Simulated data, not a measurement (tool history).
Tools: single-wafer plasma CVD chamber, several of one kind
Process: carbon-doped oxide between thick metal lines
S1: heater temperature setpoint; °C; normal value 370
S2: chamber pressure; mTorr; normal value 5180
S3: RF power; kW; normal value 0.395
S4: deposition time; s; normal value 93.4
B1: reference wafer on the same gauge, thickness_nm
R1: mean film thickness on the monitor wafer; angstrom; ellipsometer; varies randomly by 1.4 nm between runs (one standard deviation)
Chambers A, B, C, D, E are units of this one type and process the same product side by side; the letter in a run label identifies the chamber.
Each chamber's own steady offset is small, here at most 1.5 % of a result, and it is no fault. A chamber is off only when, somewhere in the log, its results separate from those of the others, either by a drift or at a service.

run   hour   S1    S2     S3     S4      B1      R1
 1A    3.3  370  5180  0.395   93.4  444.19  3802.1
 2E    5.4  370  5180  0.395   93.4  444.44  3845.6
 3D      9  370  5180  0.395   93.4  443.56  3842.1
 4B     13  370  5180  0.395   93.4  443.88  3870.4
 5C   17.3  370  5180  0.395   93.4  443.76  3858.9
 6E   21.4  370  5180  0.395   76.7  444.35  3179.6
 7B   24.7  370  5180  0.395   76.7  443.72  3200.9
 8A   26.6  370  5180  0.395   76.7  443.98  3109.6
 9D   28.6  370  5180  0.395   76.7  443.79  3123.3
10C   31.6  370  5180  0.395   76.7   443.8  3191.1
11C   33.6  376  5180  0.395  107.2  444.16  4418.1
12A   36.4  376  5180  0.395  107.2  443.82  4291.7
13E   38.6  376  5180  0.395  107.2  443.89  4340.3
14D   42.7  376  5180  0.395  107.2  443.58  4309.1
15B   46.7  376  5180  0.395  107.2  444.12  4388.7
16E   48.6  370  5180  0.395   93.4  444.39  3844.4
17A   52.9  370  5180  0.395   93.4  444.22  3792.7
18B   55.3  370  5180  0.395   93.4  444.42  3843.2
19D   58.3  370  5180  0.395   93.4  444.25  3831.6
20C   60.6  370  5180  0.395   93.4  444.43  3885.4
21C   64.4  370  4080  0.395   93.4  444.27  3737.9
22A   68.1  370  4080  0.395   93.4  444.11  3659.7
23D   71.5  370  4080  0.395   93.4  443.97    3695
24B   73.7  370  4080  0.395   93.4  444.18  3751.1
25E   75.8  370  4080  0.395   93.4  443.89  3705.8
26C   79.6  370  5180  0.395   93.4  443.94  3870.5
27A   82.9  370  5180  0.395   93.4  443.93  3792.4
28B   85.4  370  5180  0.395   93.4  444.08  3876.5
29D   87.8  370  5180  0.395   93.4  443.95  3822.9
30E   90.2  370  4710  0.395   93.4  444.18  3803.5
      93.4  -- chamber B: capacitance manometer re-zeroed and calibrated
31A   93.6  370  4710  0.395   93.4  444.09  3721.6
32B   96.6  370  4710  0.395   93.4  444.45  3823.9
33C  100.7  370  4710  0.395   93.4  443.82  3823.8
34D    103  370  4710  0.395   93.4  443.75  3777.3
35E  105.1  370  5180  0.395   93.4  444.68  3828.8
36B    109  370  5180  0.395   93.4  444.24  3886.5
37C  111.2  370  5180  0.395   93.4  444.23  3895.9
38E    114  370  5180  0.395   93.4  444.42  3832.1
39D  115.9  370  5180  0.395   93.4  443.71  3821.9

Has any chamber moved away from the others, gradually or after a service, or does the common gauge drift, or do the chambers differ only by their own small steady offsets? State the chamber and the most likely cause if one applies.

No chamber is off and the gauge is stable; the differences are just each chamber's small, constant offset.
